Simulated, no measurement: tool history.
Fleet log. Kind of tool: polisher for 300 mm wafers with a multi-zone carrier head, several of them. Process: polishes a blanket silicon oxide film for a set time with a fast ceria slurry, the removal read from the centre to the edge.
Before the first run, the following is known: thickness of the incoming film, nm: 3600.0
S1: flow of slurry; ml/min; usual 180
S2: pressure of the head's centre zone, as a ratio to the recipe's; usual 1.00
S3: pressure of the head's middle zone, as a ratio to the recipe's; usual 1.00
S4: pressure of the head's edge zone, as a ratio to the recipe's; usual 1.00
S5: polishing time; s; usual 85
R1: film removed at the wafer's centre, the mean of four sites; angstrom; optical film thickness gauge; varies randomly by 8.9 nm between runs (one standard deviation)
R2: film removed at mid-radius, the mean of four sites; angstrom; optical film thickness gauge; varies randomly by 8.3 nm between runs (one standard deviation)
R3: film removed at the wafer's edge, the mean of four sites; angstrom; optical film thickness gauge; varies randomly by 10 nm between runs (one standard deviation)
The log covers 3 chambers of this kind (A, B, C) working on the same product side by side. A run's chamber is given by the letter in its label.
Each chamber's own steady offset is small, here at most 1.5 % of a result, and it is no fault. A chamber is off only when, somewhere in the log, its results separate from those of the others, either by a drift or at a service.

run   hour   S1    S2    S3    S4  S5       R1       R2       R3
 1C    4.2  180  1.00  1.00  1.00  85  10093.0  10071.0  10127.0
 2A    9.1  180  1.00  1.00  1.00  85   9997.5  10143.0  10096.0
 3B   13.6  180  1.00  1.00  1.00  85  10228.0  10133.0  10015.0
      13.7  -- chamber B: slurry nozzle cleaned
 4B   22.1  180  1.00  1.00  1.00  85   9978.7  10004.0   9999.2
      23.4  -- chamber C: worn pad replaced by a new one
 5C   26.4  180  1.00  1.00  1.00  85  10117.0  10211.0  10026.0
      27.1  -- chamber A: slurry nozzle cleaned
 6A   33.1  200  1.00  1.00  1.08  85  10305.0  10297.0  10640.0
      34.0  -- chamber A: worn pad replaced by a new one
 7B   39.3  200  1.00  1.00  1.08  85  10302.0  10051.0  10668.0
 8A   47.6  200  1.00  1.00  1.08  85  10294.0  10338.0  10637.0
 9C   53.2  180  1.00  1.00  1.00  85  10242.0  10297.0  10101.0
10A   58.0  180  1.00  1.00  1.00  85  10205.0  10073.0  10220.0
11B   65.2  180  1.00  1.00  1.00  85  10111.0  10002.0   9871.3
12C   72.2  180  1.00  1.00  1.00  85  10259.0  10136.0  10073.0
13C   80.2  240  1.00  1.00  1.00  99  12663.0  12236.0  12498.0
14A   88.1  240  1.00  1.00  1.00  99  12441.0  12143.0  12258.0
15B   97.1  240  1.00  1.00  1.00  99  11861.0  11749.0  11468.0
16A  102.5  180  1.00  1.00  1.00  85  10202.0   9991.8  10289.0
17C  109.4  180  1.00  1.00  1.00  85  10310.0  10257.0  10233.0
     109.8  -- chamber C: worn pad replaced by a new one
18B  117.4  180  1.00  1.00  1.00  85   9703.2   9563.0   9666.9
19A  121.6  180  1.00  1.00  1.00  85  10059.0  10148.0  10148.0
20C  126.6  180  1.00  1.00  1.00  85  10251.0  10252.0  10191.0
     130.3  -- chamber A: centre zone pressure recalibrated
21B  131.6  180  0.95  1.05  1.00  85   9009.4   9925.2   9424.0
     134.0  -- chamber A: worn pad replaced by a new one
22C  136.7  180  0.95  1.05  1.00  85   9740.6  10481.0  10162.0
23B  144.2  180  0.95  1.05  1.00  85   9259.7   9844.1   9476.2
24A  151.4  180  1.00  1.00  1.00  85  10280.0  10039.0  10118.0
25C  159.1  180  1.00  1.00  1.00  85  10316.0  10090.0  10266.0

All chambers now run identical settings, listed one chamber a line with results as question marks. What results will each chamber show?
26A  165.7  180  1.00  1.00  1.00  85   ?   ?   ?
26B  165.7  180  1.00  1.00  1.00  85   ?   ?   ?
26C  165.7  180  1.00  1.00  1.00  85   ?   ?   ?

run       R1       R2       R3
26A  10390.0  10105.0  10272.0
26B   9556.8   9484.7   9331.8
26C  10248.0  10044.0  10181.0

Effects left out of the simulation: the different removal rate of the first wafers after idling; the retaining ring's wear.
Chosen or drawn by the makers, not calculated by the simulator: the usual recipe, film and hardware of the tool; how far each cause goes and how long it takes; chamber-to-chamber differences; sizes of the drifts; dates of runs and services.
